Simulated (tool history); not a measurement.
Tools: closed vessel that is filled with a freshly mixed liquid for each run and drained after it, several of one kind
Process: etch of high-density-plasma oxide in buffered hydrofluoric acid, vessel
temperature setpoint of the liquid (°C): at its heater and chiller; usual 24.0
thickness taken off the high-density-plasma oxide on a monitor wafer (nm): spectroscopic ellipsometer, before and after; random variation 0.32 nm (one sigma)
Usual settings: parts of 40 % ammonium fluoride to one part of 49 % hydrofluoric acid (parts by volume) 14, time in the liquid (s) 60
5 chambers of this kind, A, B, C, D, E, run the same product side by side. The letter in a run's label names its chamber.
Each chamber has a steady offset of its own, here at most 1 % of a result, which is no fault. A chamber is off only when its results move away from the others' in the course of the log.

run   hour  temperature setpoint of the liquid (°C)  parts of 40 % ammonium fluoride to one part of 49 % hydrofluoric acid (parts by volume)  time in the liquid (s)  hours since the thermometer was replaced  hours since the hydrofluoric acid flow meter was replaced  read-back film thickness of the high-density-plasma oxide reference wafer, read on the same gauge (nm)  thickness taken off the high-density-plasma oxide on a monitor wafer (nm)
 1C    7.8                                     24.0                                                                                       14                      60                                     792.4                                                     1130.8                                                                                                  150.01                                                                     54.182
 2B   16.9                                     24.0                                                                                       14                      60                                     402.0                                                      114.1                                                                                                  150.04                                                                     54.137
 3D   21.7                                     24.0                                                                                       14                      60                                    1157.8                                                      434.6                                                                                                  149.99                                                                     53.631
 4E   28.0                                     24.0                                                                                       14                      60                                     691.4                                                      267.8                                                                                                  150.02                                                                     53.592
 5A   35.6                                     24.0                                                                                       14                      60                                     244.6                                                      706.9                                                                                                  149.99                                                                     53.868
 6E   44.5                                     24.0                                                                                       12                      50                                     707.9                                                      284.3                                                                                                  150.03                                                                     51.943
 7D   48.9                                     24.0                                                                                       12                      50                                    1185.0                                                      461.8                                                                                                  149.99                                                                     52.246
 8B   55.1                                     24.0                                                                                       12                      50                                     440.2                                                      152.3                                                                                                  149.98                                                                     52.740
 9A   62.0                                     24.0                                                                                       12                      50                                     271.0                                                      733.3                                                                                                  150.00                                                                     52.741
10C   68.2                                     24.0                                                                                       12                      50                                     852.8                                                     1191.2                                                                                                  149.99                                                                     51.886
11A   72.6                                     24.0                                                                                       14                      60                                     281.6                                                      743.9                                                                                                  150.00                                                                     53.755
12D   81.3                                     24.0                                                                                       14                      60                                    1217.4                                                      494.2                                                                                                  149.98                                                                     53.621
13B   89.7                                     28.5                                                                                       14                      60                                     474.8                                                      186.9                                                                                                  150.01                                                                     69.734
14C   95.0                                     28.5                                                                                       14                      60                                     879.6                                                     1218.0                                                                                                  150.03                                                                     68.099
15E  101.2                                     28.5                                                                                       14                      60                                     764.6                                                      341.0                                                                                                  150.00                                                                     69.530
16C  106.1                                     28.5                                                                                       14                      60                                     890.7                                                     1229.1                                                                                                  149.99                                                                     67.817
17B  112.7                                     28.5                                                                                       14                      60                                     497.8                                                      209.9                                                                                                  150.01                                                                     69.241
18A  117.8                                     24.0                                                                                       14                      60                                     326.8                                                      789.1                                                                                                  150.01                                                                     53.734
19E  123.8                                     24.0                                                                                       14                      60                                     787.2                                                      363.6                                                                                                  149.99                                                                     54.977
20D  130.6                                     24.0                                                                                       14                      60                                    1266.7                                                      543.5                                                                                                  149.97                                                                     53.326
21E  139.0                                     24.0                                                                                       14                      60                                     802.4                                                      378.8                                                                                                  150.01                                                                     55.636
22B  144.2                                     24.0                                                                                       14                      60                                     529.3                                                      241.4                                                                                                  150.03                                                                     54.257
23C  150.5                                     24.0                                                                                       14                      60                                     935.1                                                     1273.5                                                                                                  150.01                                                                     53.760
24D  158.0                                     24.0                                                                                       14                      60                                    1294.1                                                      570.9                                                                                                  150.02                                                                     53.414
25A  163.8                                     24.0                                                                                       14                      60                                     372.8                                                      835.1                                                                                                  150.01                                                                     54.318
26E  168.1                                     24.0                                                                                       14                      60                                     831.5                                                      407.9                                                                                                  150.01                                                                     56.071
27C  174.7                                     24.0                                                                                       14                      95                                     959.3                                                     1297.7                                                                                                  150.03                                                                     84.425
28B  180.6                                     24.0                                                                                       14                      95                                     565.7                                                      277.8                                                                                                  150.01                                                                     86.575
29D  187.5                                     24.0                                                                                       14                      95                                    1323.6                                                      600.4                                                                                                  149.99                                                                     85.032
30A  195.9                                     24.0                                                                                       14                      95                                     404.9                                                      867.2                                                                                                  149.97                                                                     85.448
     200.2  -- chamber C: thermometer replaced
31C  204.0                                     24.0                                                                                       14                      95                                       3.8                                                     1327.0                                                                                                  150.02                                                                     83.826
32E  211.1                                     24.0                                                                                       14                      60                                     874.5                                                      450.9                                                                                                  149.99                                                                     57.019
33A  217.3                                     24.0                                                                                       14                      60                                     426.3                                                      888.6                                                                                                  150.02                                                                     54.620

What goes on in this fleet: one chamber off, a drifting gauge, or nothing beyond the chambers' own small offsets? Name the chamber and the cause, if any.

Chamber E drifts away from the others.
Cause: hydrofluoric acid flow above the setpoint (%) = 6.37.
The log may not tell that from: liquid hotter than its thermometer reads (K).

Here are 4 candidates for chamber E's next run, each the usual settings with a change, their results left as question marks. Which one brings its results back in line with what the others give on the usual settings?
In line means no further than this from the other chambers' mean on the usual settings: thickness taken off the high-density-plasma oxide on a monitor wafer (nm) 1.100
34E-1  224.0                                     23.0                                                                                     14.0                      60                                                                                                                                                                                                                                                                                       ?
34E-2  224.0                                     23.5                                                                                     15.0                      60                                                                                                                                                                                                                                                                                       ?
34E-3  224.0                                     24.0                                                                                     12.5                      60                                                                                                                                                                                                                                                                                       ?
34E-4  224.0                                     24.5                                                                                     13.5                      60                                                                                                                                                                                                                                                                                       ?

The other chambers' mean on the usual settings: thickness taken off the high-density-plasma oxide on a monitor wafer (nm) 53.853
  run  thickness taken off the high-density-plasma oxide on a monitor wafer (nm)
34E-1                                                                     54.165
34E-2                                                                     52.061
34E-3                                                                     63.845
34E-4                                                                     60.900
34E-1 brings the chamber back in line.
